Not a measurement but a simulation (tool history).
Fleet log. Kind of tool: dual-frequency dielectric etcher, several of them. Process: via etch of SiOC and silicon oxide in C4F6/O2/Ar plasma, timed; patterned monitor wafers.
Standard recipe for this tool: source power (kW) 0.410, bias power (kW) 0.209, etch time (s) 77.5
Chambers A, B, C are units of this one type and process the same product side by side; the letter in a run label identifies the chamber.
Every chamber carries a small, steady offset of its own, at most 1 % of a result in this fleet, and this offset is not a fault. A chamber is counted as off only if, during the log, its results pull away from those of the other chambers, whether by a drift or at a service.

run	hour	source power (kW)	bias power (kW)	etch time (s)	hours since the last wet clean	hours since the last source power generator calibration	hours since the last bias power generator calibration	read-back reference wafer on the same gauge, depth_nm	mean etch depth across the wafer (Å)
1C	9.6	0.410	0.209	77.5	692.5	417.2	1025.3	99.521	924.00
2A	20.1	0.410	0.209	77.5	547.2	947.6	2594.4	99.537	923.29
3B	29.2	0.410	0.209	77.5	597.0	893.7	1394.9	99.567	920.93
4C	39.2	0.410	0.209	77.5	722.1	446.8	1054.9	99.541	928.91
# hour 45.8: chamber C: wet clean of the chamber
5A	45.8	0.410	0.209	77.5	572.9	973.3	2620.1	99.621	923.32
6B	54.1	0.410	0.209	77.5	621.9	918.6	1419.8	99.560	923.01
7B	63.1	0.410	0.209	77.5	630.9	927.6	1428.8	99.620	923.20
# hour 64.0: chamber B: wet clean of the chamber
8C	69.8	0.410	0.209	77.5	24.1	477.4	1085.5	99.613	924.88
9A	79.9	0.410	0.209	77.5	607.0	1007.4	2654.2	99.634	924.63
10B	86.2	0.410	0.209	77.5	22.3	950.7	1451.9	99.646	922.73
11C	95.9	0.410	0.209	77.5	50.2	503.5	1111.6	99.708	925.65
12A	102.6	0.370	0.192	77.5	629.7	1030.1	2676.9	99.730	864.11
# hour 105.4: chamber A: wet clean of the chamber
13C	112.3	0.370	0.192	77.5	66.6	519.9	1128.0	99.710	865.40
14A	118.1	0.370	0.192	77.5	12.7	1045.6	2692.4	99.693	867.51
15B	128.1	0.340	0.193	77.5	64.2	992.6	1493.8	99.725	833.90
16C	135.3	0.340	0.193	77.5	89.6	542.9	1151.0	99.745	840.84
17B	144.5	0.340	0.193	77.5	80.6	1009.0	1510.2	99.781	838.71
18A	153.5	0.410	0.209	77.5	48.1	1081.0	2727.8	99.786	927.26
19B	163.3	0.410	0.209	77.5	99.4	1027.8	1529.0	99.785	925.53
20C	172.0	0.510	0.209	77.5	126.3	579.6	1187.7	99.776	1008.50
21A	181.2	0.510	0.209	77.5	75.8	1108.7	2755.5	99.837	1010.10
22A	188.1	0.510	0.209	77.5	82.7	1115.6	2762.4	99.831	1011.00
23B	195.9	0.410	0.209	77.5	132.0	1060.4	1561.6	99.861	925.52
24C	205.7	0.350	0.209	68.0	160.0	613.3	1221.4	99.878	765.62
25A	216.5	0.350	0.209	68.0	111.1	1144.0	2790.8	99.878	766.11
26B	225.1	0.350	0.209	68.0	161.2	1089.6	1590.8	99.941	762.39
27C	235.0	0.410	0.209	77.5	189.3	642.6	1250.7	99.886	930.35
28A	244.0	0.410	0.209	77.5	138.6	1171.5	2818.3	99.924	926.82
29B	249.3	0.410	0.209	77.5	185.4	1113.8	1615.0	99.933	925.66
30C	254.8	0.410	0.209	77.5	209.1	662.4	1270.5	99.947	930.06
31C	265.3	0.410	0.209	77.5	219.6	672.9	1281.0	99.980	930.64
32A	275.3	0.410	0.209	77.5	169.9	1202.8	2849.6	99.978	930.76
33B	282.5	0.410	0.209	77.5	218.6	1147.0	1648.2	100.040	927.99
34B	290.2	0.410	0.209	77.5	226.3	1154.7	1655.9	100.010	925.42
35C	294.8	0.410	0.209	77.5	249.1	702.4	1310.5	100.020	929.27
36A	301.7	0.410	0.209	77.5	196.3	1229.2	2876.0	100.040	932.46
37B	308.2	0.410	0.209	77.5	244.3	1172.7	1673.9	100.020	927.08
38A	315.4	0.410	0.209	77.5	210.0	1242.9	2889.7	100.040	930.64
39C	320.6	0.410	0.209	77.5	274.9	728.2	1336.3	100.060	930.44
40B	326.2	0.410	0.209	77.5	262.3	1190.7	1691.9	100.040	927.52

What goes on in this fleet: one chamber off, a drifting gauge, or nothing beyond the chambers' own small offsets? Name the chamber and the cause, if any.

Every chamber seems to shift together because the gauge that measures them all drifts; the chambers themselves are fine.
Likeliest cause: gauge reads high (%) = 0.588.
